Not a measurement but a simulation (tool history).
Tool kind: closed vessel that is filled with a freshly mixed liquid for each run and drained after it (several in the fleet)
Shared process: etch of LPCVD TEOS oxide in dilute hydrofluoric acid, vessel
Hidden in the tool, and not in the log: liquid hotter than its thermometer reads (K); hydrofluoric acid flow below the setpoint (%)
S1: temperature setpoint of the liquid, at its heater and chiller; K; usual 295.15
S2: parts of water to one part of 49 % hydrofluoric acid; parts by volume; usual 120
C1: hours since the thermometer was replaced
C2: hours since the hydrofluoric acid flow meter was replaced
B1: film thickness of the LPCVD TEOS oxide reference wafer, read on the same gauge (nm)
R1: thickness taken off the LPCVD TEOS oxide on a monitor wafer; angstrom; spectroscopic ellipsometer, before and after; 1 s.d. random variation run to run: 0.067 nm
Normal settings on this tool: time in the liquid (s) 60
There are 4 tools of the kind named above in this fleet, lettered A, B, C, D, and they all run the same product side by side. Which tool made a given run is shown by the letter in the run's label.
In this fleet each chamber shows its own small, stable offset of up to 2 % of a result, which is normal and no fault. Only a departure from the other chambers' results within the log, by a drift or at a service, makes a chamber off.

run 1B hour=8.9 | S1=295.15 S2=120 time_in_the_liquid_(s)=60 | C1=1041.1 C2=819.6 | B1=80.041 | R1=196.17
run 2C hour=16.9 | S1=295.15 S2=120 time_in_the_liquid_(s)=60 | C1=506 C2=438.7 | B1=80.042 | R1=198.69
run 3D hour=21.6 | S1=295.15 S2=120 time_in_the_liquid_(s)=60 | C1=678.5 C2=564.6 | B1=79.958 | R1=193.78
run 4A hour=28 | S1=295.15 S2=120 time_in_the_liquid_(s)=60 | C1=823.8 C2=74.5 | B1=80.008 | R1=200.41
run 5C hour=35.8 | S1=295.15 S2=120 time_in_the_liquid_(s)=60 | C1=524.9 C2=457.6 | B1=80.004 | R1=198.92
run 6D hour=40.2 | S1=295.15 S2=120 time_in_the_liquid_(s)=60 | C1=697.1 C2=583.2 | B1=79.986 | R1=195.15
run 7B hour=47.3 | S1=295.15 S2=120 time_in_the_liquid_(s)=60 | C1=1079.5 C2=858 | B1=79.982 | R1=196.36
run 8A hour=53.3 | S1=295.15 S2=120 time_in_the_liquid_(s)=60 | C1=849.1 C2=99.8 | B1=80.01 | R1=201
-- hour=53.9 chamber B: hydrofluoric acid flow meter replaced
run 9C hour=59.5 | S1=295.15 S2=120 time_in_the_liquid_(s)=60 | C1=548.6 C2=481.3 | B1=80.005 | R1=197.39
run 10A hour=66.2 | S1=295.15 S2=120 time_in_the_liquid_(s)=60 | C1=862 C2=112.7 | B1=80.008 | R1=200.6
run 11B hour=71.5 | S1=295.15 S2=100 time_in_the_liquid_(s)=60 | C1=1103.7 C2=17.6 | B1=80.003 | R1=241.99
run 12D hour=80.4 | S1=295.15 S2=100 time_in_the_liquid_(s)=60 | C1=737.3 C2=623.4 | B1=80.01 | R1=239.7
run 13D hour=86.9 | S1=295.15 S2=100 time_in_the_liquid_(s)=60 | C1=743.8 C2=629.9 | B1=80.002 | R1=240.97
run 14A hour=92 | S1=295.15 S2=100 time_in_the_liquid_(s)=60 | C1=887.8 C2=138.5 | B1=80.013 | R1=246.31
run 15B hour=100.6 | S1=295.15 S2=120 time_in_the_liquid_(s)=60 | C1=1132.8 C2=46.7 | B1=80.024 | R1=196.14
run 16C hour=105.1 | S1=295.15 S2=120 time_in_the_liquid_(s)=60 | C1=594.2 C2=526.9 | B1=79.987 | R1=196.61
run 17C hour=112.5 | S1=295.15 S2=120 time_in_the_liquid_(s)=60 | C1=601.6 C2=534.3 | B1=79.969 | R1=196.88
run 18B hour=118.4 | S1=295.15 S2=120 time_in_the_liquid_(s)=60 | C1=1150.6 C2=64.5 | B1=80.015 | R1=196.9
run 19D hour=123.9 | S1=295.15 S2=120 time_in_the_liquid_(s)=60 | C1=780.8 C2=666.9 | B1=79.952 | R1=195.34
run 20A hour=132.4 | S1=295.15 S2=120 time_in_the_liquid_(s)=60 | C1=928.2 C2=178.9 | B1=80.001 | R1=200.58
run 21B hour=138.2 | S1=295.15 S2=120 time_in_the_liquid_(s)=60 | C1=1170.4 C2=84.3 | B1=80.006 | R1=196.86
run 22A hour=147 | S1=295.15 S2=120 time_in_the_liquid_(s)=60 | C1=942.8 C2=193.5 | B1=79.969 | R1=199.72
run 23D hour=153.6 | S1=295.15 S2=120 time_in_the_liquid_(s)=60 | C1=810.5 C2=696.6 | B1=79.987 | R1=194.58
run 24C hour=162.6 | S1=295.15 S2=120 time_in_the_liquid_(s)=60 | C1=651.7 C2=584.4 | B1=79.992 | R1=195.1
run 25B hour=168.1 | S1=295.15 S2=120 time_in_the_liquid_(s)=60 | C1=1200.3 C2=114.2 | B1=80.01 | R1=196.55
run 26D hour=173.4 | S1=295.15 S2=120 time_in_the_liquid_(s)=60 | C1=830.3 C2=716.4 | B1=80.031 | R1=194.87
run 27A hour=179 | S1=295.15 S2=120 time_in_the_liquid_(s)=60 | C1=974.8 C2=225.5 | B1=80.037 | R1=200.91
run 28C hour=183 | S1=295.15 S2=120 time_in_the_liquid_(s)=60 | C1=672.1 C2=604.8 | B1=80.015 | R1=194.15
run 29C hour=189.8 | S1=295.15 S2=120 time_in_the_liquid_(s)=60 | C1=678.9 C2=611.6 | B1=80.024 | R1=193.93
run 30A hour=197.4 | S1=295.15 S2=120 time_in_the_liquid_(s)=60 | C1=993.2 C2=243.9 | B1=80.005 | R1=200.51

All chambers now run identical settings, listed one chamber a line with results as question marks. What results will each chamber show?
run 31A hour=204 | S1=295.15 S2=120 time_in_the_liquid_(s)=60 | R1=?
run 31B hour=204 | S1=295.15 S2=120 time_in_the_liquid_(s)=60 | R1=?
run 31C hour=204 | S1=295.15 S2=120 time_in_the_liquid_(s)=60 | R1=?
run 31D hour=204 | S1=295.15 S2=120 time_in_the_liquid_(s)=60 | R1=?

run=31A R1=200.97
run=31B R1=196.08
run=31C R1=192.29
run=31D R1=194.05

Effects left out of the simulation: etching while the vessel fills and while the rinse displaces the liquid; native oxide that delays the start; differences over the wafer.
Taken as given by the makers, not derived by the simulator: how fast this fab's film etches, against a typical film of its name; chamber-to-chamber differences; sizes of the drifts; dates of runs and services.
